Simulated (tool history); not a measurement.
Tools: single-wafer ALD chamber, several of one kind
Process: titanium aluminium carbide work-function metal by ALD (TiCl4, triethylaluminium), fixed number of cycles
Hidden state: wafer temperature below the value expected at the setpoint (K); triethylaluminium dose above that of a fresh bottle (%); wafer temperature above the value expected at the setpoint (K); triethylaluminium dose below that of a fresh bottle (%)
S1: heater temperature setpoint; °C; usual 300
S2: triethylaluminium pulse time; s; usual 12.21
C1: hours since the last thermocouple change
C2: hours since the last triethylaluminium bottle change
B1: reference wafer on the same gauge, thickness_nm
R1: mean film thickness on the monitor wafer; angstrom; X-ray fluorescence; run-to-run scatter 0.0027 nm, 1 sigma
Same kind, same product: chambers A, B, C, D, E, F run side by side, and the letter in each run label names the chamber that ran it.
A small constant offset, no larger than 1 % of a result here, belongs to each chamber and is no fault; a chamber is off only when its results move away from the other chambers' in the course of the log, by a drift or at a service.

-- day=0.158 chamber B: thermocouple changed; heater temperature recalibrated
run 1C day=0.308 | S1=300 S2=12.21 | C1=1317.0 C2=1507.0 | B1=1.6399 | R1=20.391
run 2D day=0.825 | S1=300 S2=12.21 | C1=571.1 C2=1486.1 | B1=1.6400 | R1=20.316
run 3E day=1.408 | S1=300 S2=12.21 | C1=1295.0 C2=365.7 | B1=1.6408 | R1=20.323
run 4F day=1.812 | S1=300 S2=12.21 | C1=1241.1 C2=1104.8 | B1=1.6406 | R1=20.491
run 5A day=2.250 | S1=300 S2=12.21 | C1=1145.6 C2=81.2 | B1=1.6416 | R1=20.550
run 6B day=2.862 | S1=300 S2=12.21 | C1=65.0 C2=724.7 | B1=1.6412 | R1=20.173
run 7B day=3.504 | S1=300 S2=12.21 | C1=80.4 C2=740.1 | B1=1.6418 | R1=20.181
run 8D day=4.012 | S1=300 S2=12.21 | C1=647.6 C2=1562.6 | B1=1.6418 | R1=20.291
run 9C day=4.450 | S1=300 S2=12.21 | C1=1416.4 C2=1606.4 | B1=1.6424 | R1=20.405
-- day=4.617 chamber B: triethylaluminium bottle replaced
run 10A day=5.079 | S1=300 S2=12.21 | C1=1213.5 C2=149.1 | B1=1.6419 | R1=20.557
run 11E day=5.433 | S1=300 S2=12.21 | C1=1391.6 C2=462.3 | B1=1.6431 | R1=20.429
run 12F day=5.946 | S1=300 S2=16.34 | C1=1340.3 C2=1204.0 | B1=1.6427 | R1=20.702
run 13A day=6.396 | S1=300 S2=16.34 | C1=1245.1 C2=180.7 | B1=1.6433 | R1=20.837
run 14C day=6.783 | S1=300 S2=16.34 | C1=1472.4 C2=1662.4 | B1=1.6429 | R1=20.660
-- day=7.321 chamber F: triethylaluminium bottle replaced
run 15D day=7.354 | S1=300 S2=16.34 | C1=727.8 C2=1642.8 | B1=1.6435 | R1=20.572
run 16B day=7.796 | S1=300 S2=16.34 | C1=183.4 C2=76.4 | B1=1.6435 | R1=20.511
run 17F day=8.204 | S1=300 S2=16.34 | C1=1394.5 C2=21.3 | B1=1.6438 | R1=20.810
run 18E day=8.742 | S1=300 S2=12.21 | C1=1471.0 C2=541.7 | B1=1.6443 | R1=20.389
run 19B day=9.088 | S1=291 S2=14.57 | C1=214.4 C2=107.4 | B1=1.6449 | R1=19.633
-- day=9.662 chamber E: triethylaluminium bottle replaced
run 20A day=9.700 | S1=291 S2=14.57 | C1=1324.4 C2=260.0 | B1=1.6445 | R1=19.997
run 21D day=10.183 | S1=291 S2=14.57 | C1=795.7 C2=1710.7 | B1=1.6452 | R1=19.740
run 22C day=10.479 | S1=291 S2=14.57 | C1=1561.1 C2=1751.1 | B1=1.6451 | R1=19.856
run 23F day=10.917 | S1=291 S2=14.57 | C1=1459.6 C2=86.4 | B1=1.6456 | R1=19.864
run 24E day=11.246 | S1=291 S2=14.57 | C1=1531.1 C2=38.0 | B1=1.6452 | R1=19.754
run 25B day=11.562 | S1=300 S2=12.21 | C1=273.8 C2=166.8 | B1=1.6458 | R1=20.234
-- day=11.883 chamber D: triethylaluminium bottle replaced
run 26A day=11.888 | S1=300 S2=12.21 | C1=1376.9 C2=312.5 | B1=1.6458 | R1=20.592
run 27F day=12.404 | S1=300 S2=12.21 | C1=1495.3 C2=122.1 | B1=1.6468 | R1=20.543
run 28D day=12.862 | S1=300 S2=12.21 | C1=860.0 C2=23.5 | B1=1.6461 | R1=20.335
-- day=13.125 chamber C: triethylaluminium bottle replaced
run 29C day=13.346 | S1=300 S2=12.21 | C1=1629.9 C2=5.4 | B1=1.6466 | R1=20.494
run 30E day=13.662 | S1=300 S2=12.21 | C1=1589.1 C2=96.0 | B1=1.6474 | R1=20.405
run 31D day=13.983 | S1=300 S2=12.21 | C1=886.9 C2=50.4 | B1=1.6468 | R1=20.403
run 32A day=14.450 | S1=300 S2=12.21 | C1=1438.4 C2=374.0 | B1=1.6468 | R1=20.631
run 33B day=15.042 | S1=300 S2=12.21 | C1=357.3 C2=250.3 | B1=1.6475 | R1=20.306
run 34E day=15.471 | S1=300 S2=12.21 | C1=1632.5 C2=139.4 | B1=1.6475 | R1=20.477
run 35F day=15.967 | S1=300 S2=12.21 | C1=1580.8 C2=207.6 | B1=1.6481 | R1=20.577
run 36C day=16.608 | S1=300 S2=12.21 | C1=1708.2 C2=83.7 | B1=1.6477 | R1=20.477
run 37C day=17.204 | S1=300 S2=12.21 | C1=1722.5 C2=98.0 | B1=1.6480 | R1=20.513
run 38B day=17.504 | S1=300 S2=12.21 | C1=416.4 C2=309.4 | B1=1.6482 | R1=20.315
run 39E day=17.904 | S1=300 S2=12.21 | C1=1690.9 C2=197.8 | B1=1.6482 | R1=20.459

The same settings go to every chamber for the next run, one line per chamber below. Forecast the results for each:
run 40A day=18.396 | S1=309 S2=12.21 | R1=?
run 40B day=18.396 | S1=309 S2=12.21 | R1=?
run 40C day=18.396 | S1=309 S2=12.21 | R1=?
run 40D day=18.396 | S1=309 S2=12.21 | R1=?
run 40E day=18.396 | S1=309 S2=12.21 | R1=?
run 40F day=18.396 | S1=309 S2=12.21 | R1=?

run=40A R1=21.459
run=40B R1=21.063
run=40C R1=21.291
run=40D R1=21.220
run=40E R1=21.272
run=40F R1=21.445

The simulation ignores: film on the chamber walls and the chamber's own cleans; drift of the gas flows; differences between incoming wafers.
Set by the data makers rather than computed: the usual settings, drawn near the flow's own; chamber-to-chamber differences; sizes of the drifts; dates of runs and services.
